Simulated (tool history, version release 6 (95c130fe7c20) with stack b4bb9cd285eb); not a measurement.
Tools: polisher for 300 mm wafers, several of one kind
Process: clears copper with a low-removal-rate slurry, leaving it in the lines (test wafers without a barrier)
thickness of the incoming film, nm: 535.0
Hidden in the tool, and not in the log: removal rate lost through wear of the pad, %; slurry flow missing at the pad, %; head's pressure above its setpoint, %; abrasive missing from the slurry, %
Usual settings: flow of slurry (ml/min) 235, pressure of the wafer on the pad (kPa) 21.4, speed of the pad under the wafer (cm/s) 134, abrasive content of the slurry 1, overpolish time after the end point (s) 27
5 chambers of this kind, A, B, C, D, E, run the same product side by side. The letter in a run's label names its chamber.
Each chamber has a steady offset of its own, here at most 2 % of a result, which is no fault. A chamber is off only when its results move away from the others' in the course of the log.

| run | hour | flow of slurry (ml/min) | pressure of the wafer on the pad (kPa) | speed of the pad under the wafer (cm/s) | abrasive content of the slurry | overpolish time after the end point (s) | wafers polished on this pad | hours since the slurry nozzle was cleaned | hours since the head pressure was calibrated | hours since the slurry blender was calibrated | time until the end point was called (s) | dishing of a wide line in a test structure (Å) |
|---|---|---|---|---|---|---|---|---|---|---|---|---|
|  | 0.1 | chamber B: worn pad replaced by a new one |
| 1B | 14.7 | 235 | 21.4 | 134 | 1 | 27 | 91 | 172.3 | 534.5 | 77.1 | 122.61 | 642.04 |
|  | 18 | chamber E: worn pad replaced by a new one |
| 2C | 27.2 | 235 | 21.4 | 134 | 1 | 27 | 431 | 381.1 | 59.1 | 64.7 | 121.59 | 649.18 |
|  | 29.9 | chamber B: slurry blender recalibrated |
| 3D | 36.5 | 235 | 21.4 | 134 | 1 | 27 | 672 | 55.1 | 316.8 | 101.2 | 125.3 | 655.09 |
| 4E | 49 | 235 | 21.4 | 134 | 1 | 27 | 194 | 240 | 455.4 | 65.3 | 120.39 | 659.91 |
| 5A | 58 | 235 | 21.4 | 134 | 1 | 27 | 971 | 428.3 | 68.2 | 221.7 | 120.76 | 653.62 |
| 6E | 70.2 | 235 | 21.4 | 134 | 1 | 27 | 327 | 261.2 | 476.6 | 86.5 | 120.57 | 644.98 |
|  | 75.6 | chamber A: worn pad replaced by a new one |
| 7B | 79.7 | 235 | 21.4 | 134 | 1 | 27 | 499 | 237.3 | 599.5 | 49.9 | 125.52 | 652.71 |
|  | 87 | chamber D: slurry blender recalibrated |
| 8C | 88.8 | 235 | 21.4 | 134 | 1 | 27 | 817 | 442.7 | 120.7 | 126.3 | 125.71 | 631.12 |
|  | 99.4 | chamber E: head pressure recalibrated |
|  | 103.5 | chamber D: worn pad replaced by a new one |
| 9A | 103.7 | 235 | 21.4 | 134 | 1 | 27 | 176 | 474 | 113.9 | 267.4 | 119.13 | 635.03 |
|  | 104.8 | chamber B: worn pad replaced by a new one |
| 10D | 114.3 | 235 | 21.4 | 134 | 1 | 27 | 68 | 132.9 | 394.6 | 27.3 | 116.88 | 659.7 |
| 11B | 124.5 | 235 | 21.4 | 134 | 1 | 27 | 123 | 282.1 | 644.3 | 94.7 | 119.38 | 645.98 |
|  | 129.4 | chamber E: worn pad replaced by a new one |
| 12D | 139 | 235 | 21.4 | 134 | 1 | 27 | 223 | 157.6 | 419.3 | 52 | 121.64 | 650.52 |
|  | 143.4 | chamber B: slurry blender recalibrated |
| 13A | 148.2 | 235 | 27.6 | 134 | 1 | 16 | 455 | 518.5 | 158.4 | 311.9 | 92.683 | 534.78 |
| 14C | 154.9 | 235 | 27.6 | 134 | 1 | 16 | 1231 | 508.8 | 186.8 | 192.4 | 93.972 | 538.36 |
|  | 159.7 | chamber C: worn pad replaced by a new one |
| 15E | 163.3 | 235 | 27.6 | 134 | 1 | 16 | 213 | 354.3 | 63.9 | 179.6 | 93.607 | 547.83 |
| 16E | 174.6 | 235 | 27.6 | 134 | 1 | 16 | 283 | 365.6 | 75.2 | 190.9 | 93.153 | 550.03 |
| 17B | 182.2 | 235 | 27.6 | 134 | 1 | 16 | 485 | 339.8 | 702 | 38.8 | 91.929 | 557.01 |
| 18D | 194.2 | 235 | 21.4 | 134 | 1 | 27 | 569 | 212.8 | 474.5 | 107.2 | 122.89 | 672.99 |
| 19A | 205.9 | 235 | 21.4 | 134 | 1 | 27 | 817 | 576.2 | 216.1 | 369.6 | 123.57 | 643.5 |
|  | 212.3 | chamber B: worn pad replaced by a new one |
| 20C | 216.3 | 235 | 21.4 | 134 | 1 | 27 | 355 | 570.2 | 248.2 | 253.8 | 122.16 | 637.98 |
| 21D | 224 | 235 | 21.4 | 134 | 1 | 27 | 755 | 242.6 | 504.3 | 137 | 124.37 | 674.12 |
|  | 225.9 | chamber A: slurry blender recalibrated |
|  | 235.2 | chamber D: slurry blender recalibrated |
|  | 236.2 | chamber C: slurry blender recalibrated |
| 22C | 238.4 | 235 | 21.4 | 134 | 1 | 27 | 493 | 592.3 | 270.3 | 2.3 | 122.42 | 636.48 |
| 23A | 248.6 | 235 | 21.4 | 134 | 1 | 27 | 1085 | 618.9 | 258.8 | 22.8 | 122.81 | 649 |
|  | 252.3 | chamber A: worn pad replaced by a new one |
| 24B | 256.6 | 235 | 21.4 | 134 | 1 | 27 | 277 | 414.2 | 776.4 | 113.2 | 114.21 | 669.73 |
|  | 260.1 | chamber E: worn pad replaced by a new one |
| 25E | 264.4 | 235 | 21.4 | 134 | 1 | 27 | 27 | 455.4 | 165 | 280.7 | 120.17 | 670.37 |
|  | 264.6 | chamber D: worn pad replaced by a new one |
|  | 265.8 | chamber B: slurry blender recalibrated |
| 26B | 271.5 | 235 | 21.4 | 134 | 1 | 27 | 371 | 429.1 | 791.3 | 5.7 | 115.7 | 658.57 |
| 27C | 278.4 | 235 | 21.4 | 134 | 1 | 27 | 744 | 632.3 | 310.3 | 42.3 | 126.86 | 642.48 |
| 28D | 289.5 | 235 | 21.4 | 134 | 1 | 27 | 156 | 308.1 | 569.8 | 54.3 | 123.95 | 641.51 |
| 29E | 304.1 | 235 | 21.4 | 110 | 0.7 | 27 | 276 | 495.1 | 204.7 | 320.4 | 160.85 | 544.94 |
| 30A | 313.6 | 235 | 21.4 | 110 | 0.7 | 27 | 384 | 683.9 | 323.8 | 87.8 | 159.5 | 539.17 |

Is one chamber off against the others, does the gauge drift, or is nothing wrong? If a chamber is off, say which, and what the likeliest cause is.

Chamber B drifts away from the others.
Cause: head's pressure above its setpoint, % = 10.3.

Here are 4 candidates for chamber B's next run, each the usual settings with a change, their results left as question marks. Which one brings its results back in line with what the others give on the usual settings?
In line means no further than this from the other chambers' mean on the usual settings: time until the end point was called (s) 6.7; dishing of a wide line in a test structure (Å) 38
| 31B-1 | 324.5 | 235 | 23.4 | 146 | 1 | 28 |  |  |  |  | ? | ? |
| 31B-2 | 324.5 | 235 | 19.3 | 122 | 1 | 26 |  |  |  |  | ? | ? |
| 31B-3 | 324.5 | 235 | 20.7 | 128 | 1 | 27 |  |  |  |  | ? | ? |
| 31B-4 | 324.5 | 235 | 22.1 | 140 | 1 | 27 |  |  |  |  | ? | ? |

The other chambers' mean on the usual settings: time until the end point was called (s) 122.28; dishing of a wide line in a test structure (Å) 650.86
| run | time until the end point was called (s) | dishing of a wide line in a test structure (Å) |
|---|---|---|
| 31B-1 | 93.566 | 793.7 |
| 31B-2 | 135.6 | 586.56 |
| 31B-3 | 120.76 | 654.83 |
| 31B-4 | 103.59 | 726.46 |
31B-3 brings the chamber back in line.
